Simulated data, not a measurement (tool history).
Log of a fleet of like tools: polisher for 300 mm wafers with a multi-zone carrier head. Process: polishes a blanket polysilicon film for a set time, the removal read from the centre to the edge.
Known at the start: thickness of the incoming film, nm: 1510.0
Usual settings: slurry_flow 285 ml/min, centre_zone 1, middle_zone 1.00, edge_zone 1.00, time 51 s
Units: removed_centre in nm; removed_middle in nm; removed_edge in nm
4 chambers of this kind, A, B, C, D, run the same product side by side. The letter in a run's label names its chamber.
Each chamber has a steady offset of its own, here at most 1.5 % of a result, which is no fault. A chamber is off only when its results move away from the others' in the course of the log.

run   hour  slurry_flow  centre_zone  middle_zone  edge_zone  time  removed_centre  removed_middle  removed_edge
 1C    7.0          285            1         1.00       1.00    51          510.60          514.91        513.10
       8.8  -- chamber B: slurry nozzle cleaned
 2D   11.2          285            1         1.00       1.00    51          511.28          509.75        513.41
 3A   14.4          285            1         1.00       1.00    51          520.70          509.66        509.71
 4B   20.6          285            1         1.00       1.00    51          510.45          521.63        509.34
 5A   27.3          285            1         1.00       1.00    51          515.42          511.58        516.02
      31.9  -- chamber B: worn pad replaced by a new one
 6B   32.0          285            1         1.00       1.00    51          506.21          510.44        512.66
 7C   37.3          285            1         1.00       1.00    51          497.67          510.12        510.68
      39.3  -- chamber A: worn pad replaced by a new one
 8D   40.9          285            1         1.00       1.00    51          502.88          510.88        505.02
 9D   44.6          285            1         1.00       1.00    51          507.21          515.83        507.47
10B   49.4          285            1         1.00       1.00    51          502.45          518.38        510.15
11C   54.7          285            1         1.00       1.00    51          497.02          500.70        494.26
12A   60.9          285            1         1.00       1.07    51          507.20          509.82        537.09
13B   64.9          285            1         1.00       1.07    51          523.78          516.86        530.36
14D   71.5          285            1         1.00       1.07    51          511.58          517.09        524.70
15A   75.0          285            1         1.00       1.07    51          516.96          520.06        532.06
16C   80.4          285            1         1.00       1.00    51          483.77          493.90        487.39
17C   86.8          285            1         1.00       1.00    51          502.31          499.11        489.08
18A   89.9          285            1         1.00       1.00    51          511.26          512.33        515.74
19D   97.0          285            1         1.05       1.00    51          511.36          537.08        506.12
20B  101.7          285            1         1.05       1.00    51          508.66          543.76        507.61
21B  108.8          285            1         1.05       1.00    51          500.77          541.36        513.04
22C  112.5          285            1         1.05       1.00    51          469.31          495.89        474.26
23A  117.4          285            1         1.00       1.00    51          509.47          516.76        521.76
24D  120.7          285            1         1.00       1.00    51          502.05          508.98        501.28
25B  124.3          285            1         1.00       1.00    51          506.39          516.70        506.37

What goes on in this fleet: one chamber off, a drifting gauge, or nothing beyond the chambers' own small offsets? Name the chamber and the cause, if any.

Chamber C drifts away from the others.
Cause: removal rate lost through wear of the pad, % = 7.9.

Here are 4 candidates for chamber C's next run, each the usual settings with a change, their results left as question marks. Which one brings its results back in line with what the others give on the usual settings?
In line means no further than this from the other chambers' mean on the usual settings: removed_centre 21.00 nm; removed_middle 18.00 nm; removed_edge 11.00 nm
26C-1  129.4          290         0.99         1.00       1.02    60               ?               ?             ?
26C-2  129.4          285         1.00         1.00       0.99    47               ?               ?             ?
26C-3  129.4          280         1.00         1.01       0.99    43               ?               ?             ?
26C-4  129.4          285         1.00         1.00       1.01    55               ?               ?             ?

The other chambers' mean on the usual settings: removed_centre 510.56 nm; removed_middle 513.80 nm; removed_edge 511.99 nm
  run  removed_centre  removed_middle  removed_edge
26C-1          542.99          558.24        557.25
26C-2          429.30          436.52        429.16
26C-3          392.01          402.26        392.04
26C-4          502.37          510.81        507.50
26C-4 brings the chamber back in line.

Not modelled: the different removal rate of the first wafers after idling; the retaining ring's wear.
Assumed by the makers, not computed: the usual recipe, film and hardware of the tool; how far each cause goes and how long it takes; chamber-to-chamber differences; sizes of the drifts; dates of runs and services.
